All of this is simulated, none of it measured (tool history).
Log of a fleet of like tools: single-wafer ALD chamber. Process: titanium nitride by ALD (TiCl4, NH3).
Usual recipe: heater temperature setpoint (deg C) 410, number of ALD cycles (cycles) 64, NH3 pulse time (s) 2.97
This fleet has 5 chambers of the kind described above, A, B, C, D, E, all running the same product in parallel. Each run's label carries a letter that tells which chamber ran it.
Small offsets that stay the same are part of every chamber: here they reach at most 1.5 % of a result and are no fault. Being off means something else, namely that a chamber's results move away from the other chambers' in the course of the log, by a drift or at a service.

| run | hour | heater temperature setpoint (deg C) | number of ALD cycles (cycles) | NH3 pulse time (s) | hours since the last thermocouple change | read-back reference wafer on the same gauge, thickness_nm | mean film thickness on the monitor wafer (Å) |
|---|---|---|---|---|---|---|---|
| 1B | 7.7 | 410 | 64 | 2.97 | 1947.5 | 1.1705 | 14.289 |
| 2A | 12.3 | 410 | 64 | 2.97 | 343.1 | 1.1698 | 14.262 |
| 3D | 20.0 | 410 | 64 | 2.97 | 833.7 | 1.1703 | 14.271 |
| 4E | 27.9 | 410 | 64 | 2.97 | 2305.7 | 1.1700 | 14.464 |
| 5C | 33.5 | 410 | 64 | 2.97 | 371.3 | 1.1704 | 14.340 |
| 6A | 40.6 | 410 | 64 | 2.97 | 371.4 | 1.1700 | 14.206 |
| 7C | 46.6 | 410 | 64 | 2.97 | 384.4 | 1.1697 | 14.278 |
| 8D | 54.6 | 410 | 64 | 2.97 | 868.3 | 1.1703 | 14.305 |
| 9E | 60.2 | 410 | 64 | 2.97 | 2338.0 | 1.1704 | 14.552 |
| 10B | 63.8 | 410 | 64 | 2.97 | 2003.6 | 1.1702 | 14.335 |
| 11D | 70.0 | 410 | 64 | 2.97 | 883.7 | 1.1702 | 14.343 |
| 12B | 77.3 | 410 | 64 | 2.97 | 2017.1 | 1.1703 | 14.327 |
| 13E | 85.2 | 410 | 64 | 2.97 | 2363.0 | 1.1693 | 14.505 |
| 14C | 89.3 | 410 | 57 | 2.97 | 427.1 | 1.1700 | 12.687 |
| 15A | 96.5 | 410 | 57 | 2.97 | 427.3 | 1.1700 | 12.709 |
| 16A | 100.8 | 410 | 57 | 2.97 | 431.6 | 1.1698 | 12.720 |
| 17B | 108.1 | 410 | 57 | 2.97 | 2047.9 | 1.1705 | 12.815 |
| 18D | 113.7 | 410 | 57 | 2.97 | 927.4 | 1.1700 | 12.710 |
| 19C | 120.5 | 415 | 69 | 2.97 | 458.3 | 1.1700 | 15.395 |
| 20E | 126.9 | 415 | 69 | 2.97 | 2404.7 | 1.1706 | 15.677 |
| 21A | 132.1 | 415 | 69 | 2.97 | 462.9 | 1.1701 | 15.362 |
| 22D | 137.0 | 415 | 69 | 2.97 | 950.7 | 1.1700 | 15.428 |
| 23E | 142.9 | 415 | 69 | 2.97 | 2420.7 | 1.1701 | 15.617 |
| 24B | 146.6 | 418 | 64 | 2.97 | 2086.4 | 1.1697 | 14.396 |
| 25C | 153.1 | 418 | 64 | 2.97 | 490.9 | 1.1700 | 14.315 |
| 26B | 156.7 | 418 | 64 | 2.97 | 2096.5 | 1.1705 | 14.336 |
| 27C | 163.7 | 418 | 64 | 2.97 | 501.5 | 1.1692 | 14.274 |
| 28D | 171.8 | 418 | 64 | 2.97 | 985.5 | 1.1688 | 14.306 |
| 29A | 179.7 | 410 | 64 | 2.97 | 510.5 | 1.1697 | 14.358 |
| 30E | 185.3 | 410 | 64 | 2.97 | 2463.1 | 1.1701 | 14.521 |
| 31A | 192.8 | 403 | 54 | 2.97 | 523.6 | 1.1696 | 12.023 |
| 32D | 199.6 | 403 | 54 | 2.97 | 1013.3 | 1.1699 | 12.026 |
| 33B | 204.6 | 403 | 54 | 2.97 | 2144.4 | 1.1698 | 12.078 |
| 34E | 210.5 | 403 | 54 | 2.97 | 2488.3 | 1.1703 | 12.231 |
| 35C | 217.6 | 403 | 54 | 2.97 | 555.4 | 1.1696 | 12.021 |
| 36C | 224.8 | 410 | 64 | 2.97 | 562.6 | 1.1699 | 14.297 |
| 37E | 228.7 | 410 | 64 | 2.97 | 2506.5 | 1.1702 | 14.502 |
| 38D | 233.9 | 410 | 64 | 2.97 | 1047.6 | 1.1704 | 14.273 |
| 39B | 241.0 | 410 | 64 | 2.97 | 2180.8 | 1.1695 | 14.310 |
| 40A | 245.1 | 410 | 64 | 2.97 | 575.9 | 1.1704 | 14.252 |

For the next run the whole fleet of 5 chambers uses the same settings. Give each chamber's results:
| 41A | 251.0 | 410 | 64 | 2.97 |  |  | ? |
| 41B | 251.0 | 410 | 64 | 2.97 |  |  | ? |
| 41C | 251.0 | 410 | 64 | 2.97 |  |  | ? |
| 41D | 251.0 | 410 | 64 | 2.97 |  |  | ? |
| 41E | 251.0 | 410 | 64 | 2.97 |  |  | ? |

| run | mean film thickness on the monitor wafer (Å) |
|---|---|
| 41A | 14.302 |
| 41B | 14.389 |
| 41C | 14.306 |
| 41D | 14.229 |
| 41E | 14.495 |
